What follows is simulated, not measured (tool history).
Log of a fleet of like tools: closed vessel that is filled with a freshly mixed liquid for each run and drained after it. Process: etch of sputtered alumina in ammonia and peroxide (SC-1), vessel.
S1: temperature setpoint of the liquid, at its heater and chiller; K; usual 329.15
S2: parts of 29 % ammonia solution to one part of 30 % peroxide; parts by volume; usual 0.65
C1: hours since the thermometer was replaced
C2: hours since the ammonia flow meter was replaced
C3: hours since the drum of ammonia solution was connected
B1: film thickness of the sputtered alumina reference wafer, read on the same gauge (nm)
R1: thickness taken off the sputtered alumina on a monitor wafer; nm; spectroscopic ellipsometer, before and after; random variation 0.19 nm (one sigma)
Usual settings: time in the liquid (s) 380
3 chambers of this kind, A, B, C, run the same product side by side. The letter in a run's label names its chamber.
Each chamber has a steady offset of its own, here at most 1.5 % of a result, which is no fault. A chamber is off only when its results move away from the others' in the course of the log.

run 1C hour=10.3 | S1=329.15 S2=0.65 time_in_the_liquid_(s)=380 | C1=483.4 C2=1598.4 C3=129.5 | B1=130.02 | R1=20.5250
run 2B hour=20.5 | S1=329.15 S2=0.65 time_in_the_liquid_(s)=380 | C1=1524.5 C2=294.9 C3=187.0 | B1=130.02 | R1=21.2260
-- hour=27.6 chamber B: new drum of ammonia solution connected
run 3A hour=31.5 | S1=329.15 S2=0.65 time_in_the_liquid_(s)=380 | C1=123.8 C2=2462.9 C3=338.2 | B1=129.97 | R1=20.4240
-- hour=33.7 chamber C: ammonia flow meter replaced
run 4A hour=44.8 | S1=329.15 S2=0.65 time_in_the_liquid_(s)=380 | C1=137.1 C2=2476.2 C3=351.5 | B1=130.01 | R1=20.6320
run 5B hour=55.3 | S1=329.15 S2=0.65 time_in_the_liquid_(s)=380 | C1=1559.3 C2=329.7 C3=27.8 | B1=130.00 | R1=21.1260
run 6C hour=61.8 | S1=329.15 S2=0.65 time_in_the_liquid_(s)=380 | C1=534.9 C2=28.2 C3=181.0 | B1=129.99 | R1=20.7590
run 7A hour=72.1 | S1=329.15 S2=0.65 time_in_the_liquid_(s)=380 | C1=164.4 C2=2503.5 C3=378.8 | B1=130.02 | R1=20.7580
run 8B hour=79.9 | S1=329.15 S2=0.65 time_in_the_liquid_(s)=380 | C1=1583.9 C2=354.3 C3=52.4 | B1=130.02 | R1=20.8760
run 9C hour=87.8 | S1=329.15 S2=0.65 time_in_the_liquid_(s)=380 | C1=560.9 C2=54.2 C3=207.0 | B1=130.01 | R1=20.6730
run 10A hour=98.0 | S1=329.15 S2=0.65 time_in_the_liquid_(s)=380 | C1=190.3 C2=2529.4 C3=404.7 | B1=129.99 | R1=20.5950
run 11B hour=106.9 | S1=329.15 S2=0.65 time_in_the_liquid_(s)=380 | C1=1610.9 C2=381.3 C3=79.4 | B1=130.02 | R1=21.0570
run 12C hour=120.3 | S1=329.15 S2=0.65 time_in_the_liquid_(s)=380 | C1=593.4 C2=86.7 C3=239.5 | B1=130.03 | R1=20.5500
run 13C hour=127.1 | S1=329.15 S2=0.50 time_in_the_liquid_(s)=185 | C1=600.2 C2=93.5 C3=246.3 | B1=130.00 | R1=9.8306
run 14A hour=139.3 | S1=329.15 S2=0.50 time_in_the_liquid_(s)=185 | C1=231.6 C2=2570.7 C3=446.0 | B1=130.00 | R1=9.8207
run 15B hour=150.1 | S1=329.15 S2=0.50 time_in_the_liquid_(s)=185 | C1=1654.1 C2=424.5 C3=122.6 | B1=130.00 | R1=10.0300
run 16B hour=159.7 | S1=329.15 S2=0.65 time_in_the_liquid_(s)=380 | C1=1663.7 C2=434.1 C3=132.2 | B1=129.98 | R1=21.2710
run 17A hour=171.0 | S1=329.15 S2=0.65 time_in_the_liquid_(s)=380 | C1=263.3 C2=2602.4 C3=477.7 | B1=130.01 | R1=20.9060
run 18C hour=183.3 | S1=329.15 S2=0.65 time_in_the_liquid_(s)=380 | C1=656.4 C2=149.7 C3=302.5 | B1=130.02 | R1=20.8250
run 19C hour=196.8 | S1=329.15 S2=0.65 time_in_the_liquid_(s)=380 | C1=669.9 C2=163.2 C3=316.0 | B1=129.96 | R1=20.3420
run 20A hour=210.4 | S1=329.15 S2=0.65 time_in_the_liquid_(s)=380 | C1=302.7 C2=2641.8 C3=517.1 | B1=129.97 | R1=20.2110
run 21B hour=221.9 | S1=329.15 S2=0.65 time_in_the_liquid_(s)=380 | C1=1725.9 C2=496.3 C3=194.4 | B1=129.99 | R1=21.2840
run 22A hour=232.4 | S1=329.15 S2=0.65 time_in_the_liquid_(s)=380 | C1=324.7 C2=2663.8 C3=539.1 | B1=130.02 | R1=20.3250
run 23C hour=244.4 | S1=329.15 S2=0.65 time_in_the_liquid_(s)=380 | C1=717.5 C2=210.8 C3=363.6 | B1=129.97 | R1=20.4110
-- hour=251.3 chamber B: new drum of ammonia solution connected
run 24B hour=252.8 | S1=329.15 S2=0.65 time_in_the_liquid_(s)=380 | C1=1756.8 C2=527.2 C3=1.5 | B1=130.00 | R1=20.9410
-- hour=258.3 chamber A: ammonia flow meter replaced
run 25B hour=260.7 | S1=329.15 S2=0.65 time_in_the_liquid_(s)=380 | C1=1764.7 C2=535.1 C3=9.4 | B1=130.01 | R1=21.1320
run 26C hour=274.1 | S1=329.15 S2=0.65 time_in_the_liquid_(s)=245 | C1=747.2 C2=240.5 C3=393.3 | B1=129.99 | R1=12.9750
run 27A hour=284.6 | S1=329.15 S2=0.65 time_in_the_liquid_(s)=245 | C1=376.9 C2=26.3 C3=591.3 | B1=130.02 | R1=13.4700
run 28A hour=292.0 | S1=329.15 S2=0.65 time_in_the_liquid_(s)=245 | C1=384.3 C2=33.7 C3=598.7 | B1=130.00 | R1=13.5140
run 29B hour=300.2 | S1=329.15 S2=0.65 time_in_the_liquid_(s)=380 | C1=1804.2 C2=574.6 C3=48.9 | B1=129.99 | R1=21.2250
run 30C hour=314.5 | S1=329.15 S2=0.65 time_in_the_liquid_(s)=380 | C1=787.6 C2=280.9 C3=433.7 | B1=129.98 | R1=19.8820
run 31B hour=320.8 | S1=329.15 S2=0.65 time_in_the_liquid_(s)=380 | C1=1824.8 C2=595.2 C3=69.5 | B1=130.01 | R1=21.0150
run 32A hour=329.3 | S1=329.15 S2=0.65 time_in_the_liquid_(s)=380 | C1=421.6 C2=71.0 C3=636.0 | B1=129.99 | R1=20.2570
run 33C hour=335.7 | S1=329.15 S2=0.65 time_in_the_liquid_(s)=380 | C1=808.8 C2=302.1 C3=454.9 | B1=130.01 | R1=19.7920
-- hour=341.4 chamber B: thermometer replaced
run 34B hour=344.9 | S1=329.15 S2=0.65 time_in_the_liquid_(s)=380 | C1=3.5 C2=619.3 C3=93.6 | B1=130.01 | R1=21.0840
run 35A hour=354.8 | S1=325.15 S2=0.65 time_in_the_liquid_(s)=235 | C1=447.1 C2=96.5 C3=661.5 | B1=129.99 | R1=10.2300
run 36C hour=368.6 | S1=325.15 S2=0.65 time_in_the_liquid_(s)=235 | C1=841.7 C2=335.0 C3=487.8 | B1=129.98 | R1=9.7707
-- hour=376.6 chamber B: ammonia flow meter replaced
run 37B hour=381.9 | S1=325.15 S2=0.65 time_in_the_liquid_(s)=235 | C1=40.5 C2=5.4 C3=130.6 | B1=130.00 | R1=10.5900
run 38C hour=391.0 | S1=329.15 S2=0.65 time_in_the_liquid_(s)=380 | C1=864.1 C2=357.4 C3=510.2 | B1=130.03 | R1=19.5560
-- hour=395.7 chamber A: new drum of ammonia solution connected
run 39A hour=401.1 | S1=329.15 S2=0.65 time_in_the_liquid_(s)=380 | C1=493.4 C2=142.8 C3=5.4 | B1=130.03 | R1=20.4960
run 40C hour=414.4 | S1=329.15 S2=0.65 time_in_the_liquid_(s)=380 | C1=887.5 C2=380.8 C3=533.6 | B1=130.03 | R1=19.4710
run 41B hour=421.5 | S1=329.15 S2=0.65 time_in_the_liquid_(s)=380 | C1=80.1 C2=45.0 C3=170.2 | B1=130.02 | R1=21.2220
run 42A hour=434.2 | S1=329.15 S2=0.65 time_in_the_liquid_(s)=380 | C1=526.5 C2=175.9 C3=38.5 | B1=129.96 | R1=20.8950
run 43B hour=441.7 | S1=329.15 S2=0.65 time_in_the_liquid_(s)=380 | C1=100.3 C2=65.2 C3=190.4 | B1=129.99 | R1=21.0750
run 44A hour=455.0 | S1=329.15 S2=0.65 time_in_the_liquid_(s)=380 | C1=547.3 C2=196.7 C3=59.3 | B1=130.03 | R1=20.8580

Is one chamber off against the others, does the gauge drift, or is nothing wrong? If a chamber is off, say which, and what the likeliest cause is.

Chamber C drifts away from the others.
Cause: liquid colder than its thermometer reads (K) = 1.27.

Here are 4 candidates for chamber C's next run, each the usual settings with a change, their results left as question marks. Which one brings its results back in line with what the others give on the usual settings?
In line means no further than this from the other chambers' mean on the usual settings: R1 0.6600 nm
run 45C-1 hour=465.3 | S1=329.65 S2=0.65 time_in_the_liquid_(s)=400 | R1=?
run 45C-2 hour=465.3 | S1=329.15 S2=0.65 time_in_the_liquid_(s)=350 | R1=?
run 45C-3 hour=465.3 | S1=328.15 S2=0.65 time_in_the_liquid_(s)=350 | R1=?
run 45C-4 hour=465.3 | S1=330.15 S2=0.65 time_in_the_liquid_(s)=410 | R1=?

The other chambers' mean on the usual settings: R1 20.8820 nm
run=45C-1 R1=20.7690
run=45C-2 R1=17.7060
run=45C-3 R1=16.7850
run=45C-4 R1=21.8590
45C-1 brings the chamber back in line.
